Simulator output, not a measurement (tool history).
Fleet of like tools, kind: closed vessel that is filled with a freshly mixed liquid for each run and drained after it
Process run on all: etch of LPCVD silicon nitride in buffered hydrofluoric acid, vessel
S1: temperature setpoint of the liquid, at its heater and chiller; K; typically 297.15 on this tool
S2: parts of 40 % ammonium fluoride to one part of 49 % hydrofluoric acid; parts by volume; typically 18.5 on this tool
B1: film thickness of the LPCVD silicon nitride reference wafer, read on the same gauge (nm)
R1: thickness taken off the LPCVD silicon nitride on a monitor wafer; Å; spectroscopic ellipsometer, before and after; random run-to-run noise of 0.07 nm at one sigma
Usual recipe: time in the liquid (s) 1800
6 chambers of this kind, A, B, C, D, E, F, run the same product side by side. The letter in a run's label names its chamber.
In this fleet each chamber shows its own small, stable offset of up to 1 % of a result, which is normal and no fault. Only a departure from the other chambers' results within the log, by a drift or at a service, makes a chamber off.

{"run": "1F", "hour": 11.9, "S1": 297.15, "S2": 18.5, "time in the liquid (s)": 1800, "B1": 150.01, "R1": 131.56}
{"run": "2E", "hour": 18.4, "S1": 297.15, "S2": 18.5, "time in the liquid (s)": 1800, "B1": 150.0, "R1": 130.58}
{"run": "3B", "hour": 26.8, "S1": 297.15, "S2": 18.5, "time in the liquid (s)": 1800, "B1": 150.02, "R1": 130.91}
{"run": "4A", "hour": 33.6, "S1": 297.15, "S2": 18.5, "time in the liquid (s)": 1800, "B1": 149.99, "R1": 132.63}
{"run": "5C", "hour": 43.8, "S1": 297.15, "S2": 18.5, "time in the liquid (s)": 1800, "B1": 149.99, "R1": 130.99}
{"hour": 45.8, "done": "chamber D: hydrofluoric acid flow meter replaced"}
{"run": "6D", "hour": 54.3, "S1": 297.15, "S2": 18.5, "time in the liquid (s)": 1800, "B1": 150.0, "R1": 132.05}
{"run": "7D", "hour": 66.9, "S1": 297.15, "S2": 18.5, "time in the liquid (s)": 1800, "B1": 150.05, "R1": 131.26}
{"run": "8E", "hour": 74.1, "S1": 297.15, "S2": 18.5, "time in the liquid (s)": 1800, "B1": 150.0, "R1": 129.52}
{"run": "9C", "hour": 82.5, "S1": 297.15, "S2": 11.0, "time in the liquid (s)": 1800, "B1": 149.99, "R1": 217.75}
{"run": "10A", "hour": 95.5, "S1": 297.15, "S2": 11.0, "time in the liquid (s)": 1800, "B1": 149.97, "R1": 218.35}
{"run": "11B", "hour": 106.5, "S1": 297.15, "S2": 11.0, "time in the liquid (s)": 1800, "B1": 149.97, "R1": 220.01}
{"run": "12F", "hour": 116.9, "S1": 297.15, "S2": 11.0, "time in the liquid (s)": 1800, "B1": 149.99, "R1": 217.78}
{"hour": 125.3, "done": "chamber C: hydrofluoric acid flow meter replaced"}
{"run": "13E", "hour": 128.7, "S1": 297.15, "S2": 11.0, "time in the liquid (s)": 1800, "B1": 150.02, "R1": 215.3}
{"run": "14F", "hour": 141.5, "S1": 297.15, "S2": 11.0, "time in the liquid (s)": 1800, "B1": 150.0, "R1": 217.07}
{"run": "15A", "hour": 150.2, "S1": 297.15, "S2": 18.5, "time in the liquid (s)": 1800, "B1": 150.0, "R1": 132.5}
{"run": "16D", "hour": 159.5, "S1": 297.15, "S2": 12.5, "time in the liquid (s)": 1800, "B1": 150.01, "R1": 193.7}
{"run": "17C", "hour": 168.2, "S1": 297.15, "S2": 12.5, "time in the liquid (s)": 1800, "B1": 150.01, "R1": 193.1}
{"run": "18B", "hour": 182.0, "S1": 297.15, "S2": 12.5, "time in the liquid (s)": 1800, "B1": 149.97, "R1": 192.81}
{"run": "19A", "hour": 192.3, "S1": 297.15, "S2": 12.5, "time in the liquid (s)": 1800, "B1": 150.01, "R1": 194.08}
{"run": "20E", "hour": 199.9, "S1": 297.15, "S2": 12.5, "time in the liquid (s)": 1800, "B1": 149.99, "R1": 190.79}
{"run": "21B", "hour": 207.9, "S1": 297.15, "S2": 12.5, "time in the liquid (s)": 1800, "B1": 149.99, "R1": 194.77}
{"run": "22F", "hour": 215.1, "S1": 299.15, "S2": 18.5, "time in the liquid (s)": 750, "B1": 150.03, "R1": 60.824}
{"hour": 218.9, "done": "chamber A: hydrofluoric acid flow meter replaced"}
{"run": "23C", "hour": 229.7, "S1": 299.15, "S2": 18.5, "time in the liquid (s)": 750, "B1": 150.03, "R1": 61.401}
{"run": "24D", "hour": 240.1, "S1": 299.15, "S2": 18.5, "time in the liquid (s)": 750, "B1": 150.03, "R1": 61.163}
{"run": "25D", "hour": 246.8, "S1": 299.15, "S2": 18.5, "time in the liquid (s)": 750, "B1": 149.97, "R1": 60.919}
{"run": "26C", "hour": 260.6, "S1": 299.15, "S2": 18.5, "time in the liquid (s)": 750, "B1": 150.03, "R1": 61.228}
{"run": "27B", "hour": 272.7, "S1": 299.15, "S2": 18.5, "time in the liquid (s)": 750, "B1": 150.02, "R1": 60.748}
{"run": "28E", "hour": 280.9, "S1": 297.15, "S2": 24.0, "time in the liquid (s)": 1800, "B1": 150.0, "R1": 105.53}
{"hour": 288.8, "done": "chamber B: hydrofluoric acid flow meter replaced"}
{"run": "29F", "hour": 292.4, "S1": 297.15, "S2": 24.0, "time in the liquid (s)": 1800, "B1": 149.99, "R1": 107.03}
{"run": "30A", "hour": 305.1, "S1": 297.15, "S2": 24.0, "time in the liquid (s)": 1800, "B1": 149.98, "R1": 107.98}
{"run": "31F", "hour": 312.2, "S1": 297.15, "S2": 24.0, "time in the liquid (s)": 1800, "B1": 149.99, "R1": 106.91}
{"run": "32B", "hour": 319.8, "S1": 297.15, "S2": 24.0, "time in the liquid (s)": 1800, "B1": 150.0, "R1": 106.77}
{"run": "33A", "hour": 327.0, "S1": 297.15, "S2": 24.0, "time in the liquid (s)": 1800, "B1": 150.02, "R1": 106.76}
{"run": "34D", "hour": 341.0, "S1": 295.15, "S2": 18.5, "time in the liquid (s)": 1800, "B1": 150.0, "R1": 119.01}
{"run": "35C", "hour": 350.1, "S1": 295.15, "S2": 18.5, "time in the liquid (s)": 1800, "B1": 149.98, "R1": 119.99}
{"run": "36E", "hour": 356.5, "S1": 295.15, "S2": 18.5, "time in the liquid (s)": 1800, "B1": 149.99, "R1": 115.62}
{"hour": 359.4, "done": "chamber F: hydrofluoric acid flow meter replaced"}
{"run": "37B", "hour": 368.6, "S1": 295.15, "S2": 18.5, "time in the liquid (s)": 1800, "B1": 149.98, "R1": 116.89}
{"run": "38F", "hour": 376.5, "S1": 295.15, "S2": 18.5, "time in the liquid (s)": 1800, "B1": 149.98, "R1": 117.68}
{"run": "39C", "hour": 386.2, "S1": 295.15, "S2": 18.5, "time in the liquid (s)": 1800, "B1": 150.02, "R1": 120.83}
{"run": "40E", "hour": 396.0, "S1": 297.15, "S2": 18.5, "time in the liquid (s)": 1800, "B1": 150.02, "R1": 130.35}
{"run": "41A", "hour": 405.3, "S1": 297.15, "S2": 18.5, "time in the liquid (s)": 1800, "B1": 150.02, "R1": 132.01}
{"run": "42D", "hour": 411.8, "S1": 297.15, "S2": 18.5, "time in the liquid (s)": 1800, "B1": 150.01, "R1": 131.6}

Read the log: is a single chamber off, either drifting away or since a service, is the gauge that measures every chamber drifting, or is nothing wrong beyond small per-chamber offsets? Name any odd chamber and what most likely caused it.

One chamber, C, drifts off from the rest bit by bit.
What lies behind it: liquid hotter than its thermometer reads (K) = 0.708.

Chamber C could run next with any of the 4 candidate recipes listed below; each alters the usual settings, and their results appear as question marks. Which one brings its results back in line with what the other chambers deliver on the usual settings?
Allowed miss from the other chambers' usual-settings mean, per result, to count as in line: R1 2.500 Å
{"run": "43C-1", "hour": 422.4, "S1": 297.15, "S2": 19.0, "time in the liquid (s)": 1715, "R1": "?"}
{"run": "43C-2", "hour": 422.4, "S1": 297.15, "S2": 18.0, "time in the liquid (s)": 1880, "R1": "?"}
{"run": "43C-3", "hour": 422.4, "S1": 297.15, "S2": 18.5, "time in the liquid (s)": 1865, "R1": "?"}
{"run": "43C-4", "hour": 422.4, "S1": 297.15, "S2": 18.5, "time in the liquid (s)": 1745, "R1": "?"}

The other chambers' mean on the usual settings: R1 131.000 Å
run=43C-1 R1=125.860
run=43C-2 R1=145.460
run=43C-3 R1=140.480
run=43C-4 R1=131.440
43C-4 is the one that brings the chamber's results back in line with the other chambers.

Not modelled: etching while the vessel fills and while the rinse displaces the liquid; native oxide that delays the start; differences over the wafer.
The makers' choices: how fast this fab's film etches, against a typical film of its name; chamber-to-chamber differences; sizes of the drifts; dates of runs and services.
